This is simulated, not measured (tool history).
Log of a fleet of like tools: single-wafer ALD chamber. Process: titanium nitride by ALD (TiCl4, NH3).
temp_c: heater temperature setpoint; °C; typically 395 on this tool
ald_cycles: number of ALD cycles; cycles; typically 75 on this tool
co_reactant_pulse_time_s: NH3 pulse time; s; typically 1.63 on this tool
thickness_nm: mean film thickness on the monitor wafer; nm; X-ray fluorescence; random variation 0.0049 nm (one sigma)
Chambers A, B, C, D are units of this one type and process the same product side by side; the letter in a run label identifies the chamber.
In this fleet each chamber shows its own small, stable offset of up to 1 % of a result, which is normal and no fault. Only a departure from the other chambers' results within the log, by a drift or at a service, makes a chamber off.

| run | hour | temp_c | ald_cycles | co_reactant_pulse_time_s | read-back reference wafer on the same gauge, thickness_nm | thickness_nm |
|---|---|---|---|---|---|---|
| 1A | 4.7 | 395 | 75 | 1.63 | 1.4392 | 1.6538 |
| 2C | 9.9 | 395 | 75 | 1.63 | 1.4399 | 1.6290 |
| 3D | 13.4 | 395 | 75 | 1.63 | 1.4397 | 1.6266 |
| 4B | 17.4 | 395 | 75 | 1.63 | 1.4411 | 1.6412 |
| 5C | 20.1 | 395 | 75 | 1.63 | 1.4406 | 1.6293 |
| 6D | 23.8 | 395 | 75 | 1.63 | 1.4402 | 1.6419 |
| 7B | 28.4 | 395 | 75 | 1.97 | 1.4397 | 1.6589 |
| 8A | 31.6 | 395 | 75 | 1.97 | 1.4407 | 1.6553 |
| 9A | 34.4 | 395 | 75 | 1.97 | 1.4403 | 1.6622 |
| 10C | 37.0 | 395 | 75 | 1.97 | 1.4407 | 1.6422 |
| 11B | 39.4 | 395 | 75 | 1.63 | 1.4406 | 1.6457 |
| 12D | 44.1 | 395 | 75 | 1.63 | 1.4401 | 1.6261 |
| 13B | 46.9 | 395 | 75 | 1.63 | 1.4398 | 1.6403 |
| 14C | 51.1 | 387 | 75 | 1.63 | 1.4392 | 1.6184 |
| 15A | 55.5 | 387 | 75 | 1.63 | 1.4395 | 1.6221 |
| 16D | 59.0 | 387 | 75 | 1.63 | 1.4396 | 1.6092 |
| 17A | 62.6 | 387 | 75 | 1.63 | 1.4401 | 1.6418 |
| 18B | 67.7 | 395 | 75 | 1.63 | 1.4399 | 1.6366 |
| 19D | 71.7 | 395 | 75 | 1.63 | 1.4396 | 1.6310 |
| 20C | 76.6 | 395 | 75 | 1.36 | 1.4403 | 1.6058 |
| 21D | 79.3 | 395 | 75 | 1.36 | 1.4403 | 1.6062 |
| 22C | 83.7 | 395 | 75 | 1.36 | 1.4407 | 1.6167 |
| 23A | 86.3 | 395 | 75 | 1.36 | 1.4406 | 1.6292 |
| 24B | 90.8 | 395 | 75 | 1.63 | 1.4402 | 1.6514 |
| 25B | 93.3 | 395 | 75 | 1.63 | 1.4414 | 1.6571 |
| 26C | 98.3 | 395 | 75 | 1.63 | 1.4397 | 1.6249 |
| 27A | 101.5 | 395 | 75 | 1.63 | 1.4395 | 1.6487 |
| 28D | 104.2 | 395 | 75 | 1.63 | 1.4391 | 1.6328 |
| 29A | 107.4 | 395 | 75 | 1.63 | 1.4402 | 1.6420 |
| 30B | 110.3 | 395 | 75 | 1.63 | 1.4395 | 1.6447 |
| 31D | 113.4 | 395 | 75 | 1.63 | 1.4403 | 1.6299 |
| 32C | 118.3 | 395 | 75 | 1.63 | 1.4400 | 1.6212 |
| 33D | 122.9 | 395 | 75 | 1.63 | 1.4413 | 1.6352 |
| 34A | 125.9 | 395 | 75 | 1.63 | 1.4398 | 1.6442 |
| 35B | 130.3 | 395 | 75 | 1.63 | 1.4404 | 1.6422 |
| 36C | 134.1 | 395 | 75 | 1.63 | 1.4405 | 1.6215 |
| 37A | 138.4 | 395 | 75 | 1.63 | 1.4394 | 1.6503 |
| 38C | 142.2 | 395 | 75 | 1.63 | 1.4398 | 1.6254 |

Read the log: is a single chamber off, either drifting away or since a service, is the gauge that measures every chamber drifting, or is nothing wrong beyond small per-chamber offsets? Name any odd chamber and what most likely caused it.

All chambers stay in line apart from their small fixed offsets, and the gauge does not drift.
